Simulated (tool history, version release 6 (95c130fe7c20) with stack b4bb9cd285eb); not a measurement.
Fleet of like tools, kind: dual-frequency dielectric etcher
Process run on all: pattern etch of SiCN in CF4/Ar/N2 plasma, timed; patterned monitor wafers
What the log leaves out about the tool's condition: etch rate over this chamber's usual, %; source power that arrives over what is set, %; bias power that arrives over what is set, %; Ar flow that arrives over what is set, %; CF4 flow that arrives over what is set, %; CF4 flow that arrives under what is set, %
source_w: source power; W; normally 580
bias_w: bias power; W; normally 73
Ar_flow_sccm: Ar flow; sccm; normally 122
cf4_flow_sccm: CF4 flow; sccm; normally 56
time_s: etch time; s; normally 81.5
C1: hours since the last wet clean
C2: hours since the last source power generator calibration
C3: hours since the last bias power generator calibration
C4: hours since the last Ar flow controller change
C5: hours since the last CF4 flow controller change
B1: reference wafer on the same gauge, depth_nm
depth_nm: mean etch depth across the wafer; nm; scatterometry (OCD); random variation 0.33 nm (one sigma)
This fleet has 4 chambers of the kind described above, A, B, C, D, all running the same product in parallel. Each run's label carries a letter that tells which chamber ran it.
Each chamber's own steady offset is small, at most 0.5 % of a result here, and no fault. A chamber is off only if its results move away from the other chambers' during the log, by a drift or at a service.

Run 1C, hour 12.4: usual settings; C1 183.4; C2 1988.4; C3 1924.0; C4 1977.6; C5 2925.4; B1 92.462. Result: depth_nm 81.851 nm.
Run 2B, hour 24.6: usual settings; C1 216.6; C2 2282.9; C3 438.9; C4 2541.1; C5 2506.7; B1 92.567. Result: depth_nm 82.188 nm.
Run 3D, hour 35.1: usual settings; C1 119.8; C2 280.0; C3 1360.5; C4 2327.8; C5 4705.7; B1 92.515. Result: depth_nm 81.951 nm.
Run 4A, hour 43.2: usual settings; C1 439.0; C2 682.1; C3 1957.7; C4 1240.5; C5 3728.0; B1 92.501. Result: depth_nm 83.028 nm.
Run 5D, hour 57.8: usual settings; C1 142.5; C2 302.7; C3 1383.2; C4 2350.5; C5 4728.4; B1 92.509. Result: depth_nm 82.149 nm.
Run 6C, hour 66.7: usual settings; C1 237.7; C2 2042.7; C3 1978.3; C4 2031.9; C5 2979.7; B1 92.440. Result: depth_nm 82.483 nm.
Run 7B, hour 75.3: usual settings; C1 267.3; C2 2333.6; C3 489.6; C4 2591.8; C5 2557.4; B1 92.446. Result: depth_nm 82.241 nm.
Run 8A, hour 88.9: usual settings; C1 484.7; C2 727.8; C3 2003.4; C4 1286.2; C5 3773.7; B1 92.479. Result: depth_nm 82.453 nm.
Run 9D, hour 95.8: usual settings; C1 180.5; C2 340.7; C3 1421.2; C4 2388.5; C5 4766.4; B1 92.527. Result: depth_nm 81.845 nm.
Run 10A, hour 104.1: usual settings; C1 499.9; C2 743.0; C3 2018.6; C4 1301.4; C5 3788.9; B1 92.456. Result: depth_nm 83.140 nm.
At hour 111.2: chamber A: bias power generator calibrated.
Run 11C, hour 119.0: usual settings; C1 290.0; C2 2095.0; C3 2030.6; C4 2084.2; C5 3032.0; B1 92.503. Result: depth_nm 83.270 nm.
Run 12B, hour 132.0: usual settings; C1 324.0; C2 2390.3; C3 546.3; C4 2648.5; C5 2614.1; B1 92.471. Result: depth_nm 82.956 nm.
Run 13A, hour 145.8: usual settings; C1 541.6; C2 784.7; C3 34.6; C4 1343.1; C5 3830.6; B1 92.467. Result: depth_nm 83.058 nm.
At hour 149.2: chamber C: source power generator calibrated.
At hour 149.2: chamber B: CF4 flow controller replaced.
Run 14C, hour 153.2: usual settings; C1 324.2; C2 4.0; C3 2064.8; C4 2118.4; C5 3066.2; B1 92.533. Result: depth_nm 85.400 nm.
Run 15D, hour 159.7: usual settings; C1 244.4; C2 404.6; C3 1485.1; C4 2452.4; C5 4830.3; B1 92.537. Result: depth_nm 82.595 nm.
Run 16B, hour 168.6: usual settings; C1 360.6; C2 2426.9; C3 582.9; C4 2685.1; C5 19.5; B1 92.557. Result: depth_nm 81.919 nm.
Run 17A, hour 181.8: usual settings; C1 577.6; C2 820.7; C3 70.6; C4 1379.1; C5 3866.6; B1 92.512. Result: depth_nm 83.280 nm.
Run 18D, hour 192.5: usual settings; C1 277.2; C2 437.4; C3 1517.9; C4 2485.2; C5 4863.1; B1 92.445. Result: depth_nm 82.354 nm.
Run 19B, hour 206.7: usual settings; C1 398.7; C2 2465.0; C3 621.0; C4 2723.2; C5 57.6; B1 92.575. Result: depth_nm 82.351 nm.
Run 20C, hour 218.8: usual settings; C1 389.8; C2 69.6; C3 2130.4; C4 2184.0; C5 3131.8; B1 92.584. Result: depth_nm 85.393 nm.
Run 21C, hour 228.2: usual settings; C1 399.2; C2 79.0; C3 2139.8; C4 2193.4; C5 3141.2; B1 92.452. Result: depth_nm 84.751 nm.
At hour 239.2: chamber A: wet clean of the chamber.
Run 22B, hour 241.4: usual settings; C1 433.4; C2 2499.7; C3 655.7; C4 2757.9; C5 92.3; B1 92.387. Result: depth_nm 82.481 nm.
Run 23A, hour 255.0: usual settings; C1 15.9; C2 893.9; C3 143.8; C4 1452.3; C5 3939.8; B1 92.559. Result: depth_nm 82.433 nm.
Run 24D, hour 268.9: usual settings; C1 353.6; C2 513.8; C3 1594.3; C4 2561.6; C5 4939.5; B1 92.519. Result: depth_nm 82.342 nm.
Run 25D, hour 283.7: usual settings; C1 368.4; C2 528.6; C3 1609.1; C4 2576.4; C5 4954.3; B1 92.570. Result: depth_nm 82.640 nm.
Run 26C, hour 290.6: usual settings; C1 461.6; C2 141.4; C3 2202.2; C4 2255.8; C5 3203.6; B1 92.427. Result: depth_nm 84.891 nm.
Run 27A, hour 301.1: usual settings; C1 62.0; C2 940.0; C3 189.9; C4 1498.4; C5 3985.9; B1 92.460. Result: depth_nm 82.051 nm.
Run 28B, hour 309.5: usual settings; C1 501.5; C2 2567.8; C3 723.8; C4 2826.0; C5 160.4; B1 92.548. Result: depth_nm 82.676 nm.
Run 29A, hour 321.5: usual settings; C1 82.4; C2 960.4; C3 210.3; C4 1518.8; C5 4006.3; B1 92.478. Result: depth_nm 82.332 nm.
Run 30D, hour 333.1: usual settings; C1 417.8; C2 578.0; C3 1658.5; C4 2625.8; C5 5003.7; B1 92.552. Result: depth_nm 83.056 nm.
At hour 340.5: chamber D: wet clean of the chamber.
Run 31B, hour 343.8: usual settings; C1 535.8; C2 2602.1; C3 758.1; C4 2860.3; C5 194.7; B1 92.498. Result: depth_nm 83.162 nm.
Run 32C, hour 355.1: usual settings but Ar_flow_sccm 106 sccm; C1 526.1; C2 205.9; C3 2266.7; C4 2320.3; C5 3268.1; B1 92.516. Result: depth_nm 87.868 nm.
Run 33A, hour 367.2: usual settings but Ar_flow_sccm 106 sccm; C1 128.1; C2 1006.1; C3 256.0; C4 1564.5; C5 4052.0; B1 92.508. Result: depth_nm 84.540 nm.
At hour 372.0: chamber C: wet clean of the chamber.
Run 34D, hour 375.4: usual settings but Ar_flow_sccm 106 sccm; C1 35.0; C2 620.3; C3 1700.8; C4 2668.1; C5 5046.0; B1 92.561. Result: depth_nm 83.823 nm.
Run 35B, hour 388.1: usual settings but Ar_flow_sccm 106 sccm; C1 580.1; C2 2646.4; C3 802.4; C4 2904.6; C5 239.0; B1 92.528. Result: depth_nm 84.084 nm.
Run 36C, hour 397.1: usual settings; C1 25.2; C2 247.9; C3 2308.7; C4 2362.3; C5 3310.1; B1 92.501. Result: depth_nm 85.254 nm.
Run 37A, hour 408.4: usual settings; C1 169.3; C2 1047.3; C3 297.2; C4 1605.7; C5 4093.2; B1 92.560. Result: depth_nm 82.381 nm.

All 4 chambers run these settings next. Forecast each chamber's results:
Run 38A, hour 419.3: usual settings but source_w 670 W. Result: depth_nm ?.
Run 38B, hour 419.3: usual settings but source_w 670 W. Result: depth_nm ?.
Run 38C, hour 419.3: usual settings but source_w 670 W. Result: depth_nm ?.
Run 38D, hour 419.3: usual settings but source_w 670 W. Result: depth_nm ?.

run  depth_nm
38A    93.493
38B    93.144
38C    97.089
38D    93.572

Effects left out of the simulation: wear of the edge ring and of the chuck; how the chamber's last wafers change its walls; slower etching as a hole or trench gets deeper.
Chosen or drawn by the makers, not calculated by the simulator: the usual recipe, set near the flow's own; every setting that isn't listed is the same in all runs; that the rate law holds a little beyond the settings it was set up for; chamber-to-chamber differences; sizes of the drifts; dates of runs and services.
